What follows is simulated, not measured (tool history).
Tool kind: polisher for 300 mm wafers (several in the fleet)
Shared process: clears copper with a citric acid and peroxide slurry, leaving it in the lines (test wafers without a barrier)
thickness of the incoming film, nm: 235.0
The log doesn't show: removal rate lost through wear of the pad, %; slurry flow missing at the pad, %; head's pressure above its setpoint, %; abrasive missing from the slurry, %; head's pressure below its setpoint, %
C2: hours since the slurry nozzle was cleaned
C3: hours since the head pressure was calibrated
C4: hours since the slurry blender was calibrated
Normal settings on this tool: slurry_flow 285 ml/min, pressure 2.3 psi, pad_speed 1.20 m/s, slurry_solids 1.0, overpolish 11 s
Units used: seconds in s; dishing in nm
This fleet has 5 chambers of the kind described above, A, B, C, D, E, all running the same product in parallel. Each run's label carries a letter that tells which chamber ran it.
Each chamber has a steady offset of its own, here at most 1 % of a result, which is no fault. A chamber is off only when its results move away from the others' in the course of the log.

Run 1E, hour 5.3: usual settings; wafers polished on this pad 201; C2 217.6; C3 691.9; C4 147.4. Result: seconds 95.515 s, dishing 18.381 nm.
Run 2A, hour 9.7: usual settings; wafers polished on this pad 1008; C2 452.9; C3 478.0; C4 253.7. Result: seconds 99.015 s, dishing 18.640 nm.
Run 3B, hour 14.0: usual settings; wafers polished on this pad 867; C2 52.1; C3 123.3; C4 69.4. Result: seconds 100.600 s, dishing 18.263 nm.
Run 4D, hour 20.8: usual settings; wafers polished on this pad 442; C2 173.7; C3 171.7; C4 53.8. Result: seconds 96.898 s, dishing 18.897 nm.
At hour 23.7: chamber D: worn pad replaced by a new one.
Run 5C, hour 27.9: usual settings; wafers polished on this pad 667; C2 283.6; C3 742.1; C4 65.0. Result: seconds 98.552 s, dishing 19.265 nm.
Run 6C, hour 35.2: usual settings; wafers polished on this pad 736; C2 290.9; C3 749.4; C4 72.3. Result: seconds 99.245 s, dishing 19.942 nm.
At hour 36.5: chamber A: slurry blender recalibrated.
Run 7D, hour 42.3: usual settings; wafers polished on this pad 175; C2 195.2; C3 193.2; C4 75.3. Result: seconds 94.878 s, dishing 18.782 nm.
At hour 45.2: chamber B: worn pad replaced by a new one.
At hour 45.4: chamber A: worn pad replaced by a new one.
Run 8E, hour 47.9: usual settings; wafers polished on this pad 601; C2 260.2; C3 734.5; C4 190.0. Result: seconds 98.065 s, dishing 19.175 nm.
Run 9B, hour 51.4: usual settings; wafers polished on this pad 58; C2 89.5; C3 160.7; C4 106.8. Result: seconds 100.040 s, dishing 18.903 nm.
At hour 53.1: chamber A: slurry nozzle cleaned.
Run 10A, hour 55.4: usual settings but overpolish 15 s; wafers polished on this pad 94; C2 2.3; C3 523.7; C4 19.0. Result: seconds 98.972 s, dishing 25.173 nm.
Run 11D, hour 59.3: usual settings but overpolish 15 s; wafers polished on this pad 335; C2 212.2; C3 210.2; C4 92.3. Result: seconds 98.497 s, dishing 23.524 nm.
Run 12C, hour 63.7: usual settings but overpolish 15 s; wafers polished on this pad 1004; C2 319.4; C3 777.9; C4 100.8. Result: seconds 99.853 s, dishing 25.201 nm.
Run 13B, hour 67.5: usual settings but overpolish 15 s; wafers polished on this pad 209; C2 105.6; C3 176.8; C4 122.9. Result: seconds 97.979 s, dishing 24.854 nm.
Run 14E, hour 72.9: usual settings but overpolish 15 s; wafers polished on this pad 836; C2 285.2; C3 759.5; C4 215.0. Result: seconds 99.087 s, dishing 24.669 nm.
At hour 77.0: chamber D: worn pad replaced by a new one.
Run 15A, hour 78.4: usual settings; wafers polished on this pad 310; C2 25.3; C3 546.7; C4 42.0. Result: seconds 98.215 s, dishing 18.658 nm.
Run 16B, hour 84.1: usual settings; wafers polished on this pad 365; C2 122.2; C3 193.4; C4 139.5. Result: seconds 97.376 s, dishing 18.287 nm.
Run 17A, hour 89.5: usual settings; wafers polished on this pad 414; C2 36.4; C3 557.8; C4 53.1. Result: seconds 97.034 s, dishing 19.454 nm.
Run 18C, hour 96.0: usual settings but pad_speed 0.98 m/s; wafers polished on this pad 1307; C2 351.7; C3 810.2; C4 133.1. Result: seconds 119.680 s, dishing 16.416 nm.
At hour 99.1: chamber E: worn pad replaced by a new one.
At hour 101.6: chamber C: worn pad replaced by a new one.
Run 19E, hour 102.5: usual settings but pad_speed 0.98 m/s; wafers polished on this pad 32; C2 314.8; C3 789.1; C4 244.6. Result: seconds 119.220 s, dishing 16.189 nm.
Run 20D, hour 109.5: usual settings but pad_speed 0.98 m/s; wafers polished on this pad 306; C2 262.4; C3 260.4; C4 142.5. Result: seconds 117.340 s, dishing 15.392 nm.
Run 21D, hour 113.7: usual settings but pad_speed 0.98 m/s; wafers polished on this pad 345; C2 266.6; C3 264.6; C4 146.7. Result: seconds 121.400 s, dishing 15.631 nm.
Run 22C, hour 116.9: usual settings but pad_speed 0.98 m/s; wafers polished on this pad 144; C2 372.6; C3 831.1; C4 154.0. Result: seconds 117.990 s, dishing 15.922 nm.
Run 23E, hour 122.4: usual settings but pad_speed 1.34 m/s, overpolish 16 s; wafers polished on this pad 219; C2 334.7; C3 809.0; C4 264.5. Result: seconds 86.289 s, dishing 27.922 nm.
Run 24A, hour 125.7: usual settings but pad_speed 1.34 m/s, overpolish 16 s; wafers polished on this pad 754; C2 72.6; C3 594.0; C4 89.3. Result: seconds 89.110 s, dishing 27.923 nm.
At hour 126.8: chamber D: worn pad replaced by a new one.
Run 25B, hour 130.2: usual settings but pad_speed 1.34 m/s, overpolish 16 s; wafers polished on this pad 798; C2 168.3; C3 239.5; C4 185.6. Result: seconds 86.460 s, dishing 28.316 nm.
Run 26E, hour 137.5: usual settings but pad_speed 1.34 m/s, overpolish 16 s; wafers polished on this pad 361; C2 349.8; C3 824.1; C4 279.6. Result: seconds 88.275 s, dishing 28.424 nm.
Run 27A, hour 140.7: usual settings but pad_speed 1.34 m/s, overpolish 16 s; wafers polished on this pad 895; C2 87.6; C3 609.0; C4 104.3. Result: seconds 86.898 s, dishing 28.181 nm.
At hour 144.0: chamber D: head pressure recalibrated.
Run 28B, hour 146.2: usual settings; wafers polished on this pad 949; C2 184.3; C3 255.5; C4 201.6. Result: seconds 97.917 s, dishing 18.670 nm.
Run 29D, hour 151.3: usual settings; wafers polished on this pad 230; C2 304.2; C3 7.4; C4 184.3. Result: seconds 97.677 s, dishing 18.956 nm.
Run 30C, hour 158.3: usual settings; wafers polished on this pad 533; C2 414.0; C3 872.5; C4 195.4. Result: seconds 99.086 s, dishing 18.943 nm.
At hour 160.8: chamber B: worn pad replaced by a new one.
Run 31B, hour 164.7: usual settings; wafers polished on this pad 37; C2 202.8; C3 274.0; C4 220.1. Result: seconds 99.862 s, dishing 17.993 nm.
At hour 167.2: chamber A: worn pad replaced by a new one.
Run 32E, hour 172.0: usual settings; wafers polished on this pad 685; C2 384.3; C3 858.6; C4 314.1. Result: seconds 95.402 s, dishing 18.738 nm.
Run 33D, hour 176.2: usual settings; wafers polished on this pad 464; C2 329.1; C3 32.3; C4 209.2. Result: seconds 96.675 s, dishing 18.957 nm.
At hour 178.7: chamber B: slurry nozzle cleaned.
Run 34C, hour 180.0: usual settings but slurry_solids 0.9; wafers polished on this pad 737; C2 435.7; C3 894.2; C4 217.1. Result: seconds 100.370 s, dishing 18.983 nm.
Run 35A, hour 184.1: usual settings but slurry_solids 0.9; wafers polished on this pad 159; C2 131.0; C3 652.4; C4 147.7. Result: seconds 100.640 s, dishing 19.013 nm.
At hour 184.3: chamber E: slurry blender recalibrated.
At hour 186.0: chamber D: worn pad replaced by a new one.
Run 36B, hour 188.7: usual settings but slurry_solids 0.9; wafers polished on this pad 262; C2 10.1; C3 298.0; C4 244.1. Result: seconds 99.429 s, dishing 18.299 nm.
Run 37E, hour 193.1: usual settings but slurry_solids 0.9; wafers polished on this pad 883; C2 405.4; C3 879.7; C4 8.9. Result: seconds 101.410 s, dishing 18.629 nm.
Run 38A, hour 200.0: usual settings but slurry_solids 0.9; wafers polished on this pad 308; C2 146.9; C3 668.3; C4 163.6. Result: seconds 98.093 s, dishing 18.362 nm.
Run 39D, hour 203.5: usual settings; wafers polished on this pad 164; C2 356.4; C3 59.6; C4 236.5. Result: seconds 98.263 s, dishing 19.075 nm.

Each of the 5 chambers runs these same settings next. Fill in every chamber's results:
Run 40A, hour 208.7: usual settings but overpolish 17 s. Result: seconds ?, dishing ?.
Run 40B, hour 208.7: usual settings but overpolish 17 s. Result: seconds ?, dishing ?.
Run 40C, hour 208.7: usual settings but overpolish 17 s. Result: seconds ?, dishing ?.
Run 40D, hour 208.7: usual settings but overpolish 17 s. Result: seconds ?, dishing ?.
Run 40E, hour 208.7: usual settings but overpolish 17 s. Result: seconds ?, dishing ?.

run  seconds  dishing
40A   98.933   26.632
40B   96.615   27.327
40C   96.269   27.029
40D   96.805   26.667
40E   95.668   27.414
